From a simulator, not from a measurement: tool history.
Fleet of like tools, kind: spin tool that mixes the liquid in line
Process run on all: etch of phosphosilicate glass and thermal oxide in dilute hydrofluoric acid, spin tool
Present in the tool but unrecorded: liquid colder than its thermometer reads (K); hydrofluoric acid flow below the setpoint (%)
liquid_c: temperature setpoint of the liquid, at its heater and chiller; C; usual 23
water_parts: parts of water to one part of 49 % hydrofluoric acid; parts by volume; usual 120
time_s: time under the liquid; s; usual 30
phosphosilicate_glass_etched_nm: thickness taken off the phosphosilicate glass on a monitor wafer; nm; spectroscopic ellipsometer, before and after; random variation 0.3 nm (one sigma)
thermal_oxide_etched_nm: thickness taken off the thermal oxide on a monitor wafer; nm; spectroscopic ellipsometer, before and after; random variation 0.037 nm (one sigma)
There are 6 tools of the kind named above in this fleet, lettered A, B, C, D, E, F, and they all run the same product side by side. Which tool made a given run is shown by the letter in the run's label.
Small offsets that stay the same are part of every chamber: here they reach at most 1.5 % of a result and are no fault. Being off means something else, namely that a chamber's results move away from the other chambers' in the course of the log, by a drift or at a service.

run	hour	liquid_c	water_parts	time_s	hours since the thermometer was replaced	hours since the hydrofluoric acid flow meter was replaced	read-back film thickness of the phosphosilicate glass reference wafer, read on the same gauge (nm)	read-back film thickness of the thermal oxide reference wafer, read on the same gauge (nm)	phosphosilicate_glass_etched_nm	thermal_oxide_etched_nm
1C	13.4	23	120	30	579.7	1370.3	59.976	110.01	30.322	1.1136
2E	20.4	23	120	30	1049.5	71.3	60.01	110.01	29.445	1.136
3B	35.4	23	120	30	1650.4	1668.2	60.031	110.06	30.555	1.095
4A	49.4	23	120	30	681.7	550.1	60.026	109.98	30.026	1.1467
5F	60.1	23	140	25	416.8	192	60.018	110	21.272	0.73418
6D	70.5	23	140	25	1254.2	2349.9	60.015	110	21.6	0.79685
7E	82.4	23	140	25	1111.5	133.3	59.997	110.02	21.312	0.78263
8A	96.7	23	140	25	729	597.4	60.006	109.97	21.102	0.75067
9D	110.1	23	140	25	1293.8	2389.5	59.983	109.97	20.89	0.776
10F	119.5	23	140	25	476.2	251.4	59.987	109.98	21.275	0.75974
11B	129.6	23	120	30	1744.6	1762.4	60.031	109.96	30.213	1.1031
12C	140.7	27	120	30	707	1497.6	60	110.02	35.473	1.3349
13A	154	27	120	30	786.3	654.7	60.009	109.98	34.592	1.279
14D	164.1	27	120	30	1347.8	2443.5	60.024	110.02	35.258	1.2674
# hour 168.9: chamber C: hydrofluoric acid flow meter replaced
15C	178.1	27	120	30	744.4	9.2	60.005	109.98	35.655	1.3728
16B	185.4	27	120	30	1800.4	1818.2	59.996	110.03	35.385	1.2697
17F	199.2	27	120	30	555.9	331.1	60.004	110.02	35.817	1.3024
18E	213.7	23	120	20	1242.8	264.6	60.02	110.01	20.332	0.75997
19E	221.9	23	120	20	1251	272.8	60.006	109.97	19.686	0.72807
20C	231.5	23	120	20	797.8	62.6	60.003	110	20.461	0.74526
21D	240.1	23	120	20	1423.8	2519.5	60.012	109.98	20.409	0.7494
22A	249.4	23	120	20	881.7	750.1	60.02	109.99	20.237	0.74009
# hour 258.7: chamber B: hydrofluoric acid flow meter replaced
23B	261.5	23	120	20	1876.5	2.8	59.976	109.99	20.61	0.71121
# hour 266.9: chamber A: hydrofluoric acid flow meter replaced
24F	272.7	23	120	30	629.4	404.6	60.02	109.99	30.726	1.0516
25C	285.5	23	120	30	851.8	116.6	59.972	110	30.686	1.0642
26B	297.8	23	120	30	1912.8	39.1	59.996	109.97	29.789	1.0888
27A	309.1	23	120	30	941.4	42.3	59.996	109.99	30.242	1.1294
# hour 312.3: chamber D: hydrofluoric acid flow meter replaced
28D	318.1	23	120	30	1501.8	5.8	60.017	110.03	30.779	1.0563
29E	325	23	120	30	1354.1	375.9	60.017	110	29.312	1.1171
30F	337.8	23	120	30	694.5	469.7	60.008	109.99	30.477	1.0571
31C	351.9	23	120	30	918.2	183	60.021	109.99	31.204	1.1283
32E	366.3	23	70	30	1395.4	417.2	60.032	110	54.155	1.9071
33D	375.8	23	70	30	1559.5	63.5	59.977	110.03	55.027	2.131
34F	386.6	23	70	30	743.3	518.5	59.991	109.99	55.562	2.0538
35A	393.5	23	70	30	1025.8	126.7	60.013	110.04	55.564	2.07
36B	405.2	23	70	30	2020.2	146.5	59.976	110	56.037	1.8743

One chamber off, gauge drift, or nothing amiss beyond the chambers' own small offsets? If it is a chamber, which one, and what is the likeliest cause?

Neither any chamber nor the gauge drifts; the chambers differ only by their own small, steady offsets.
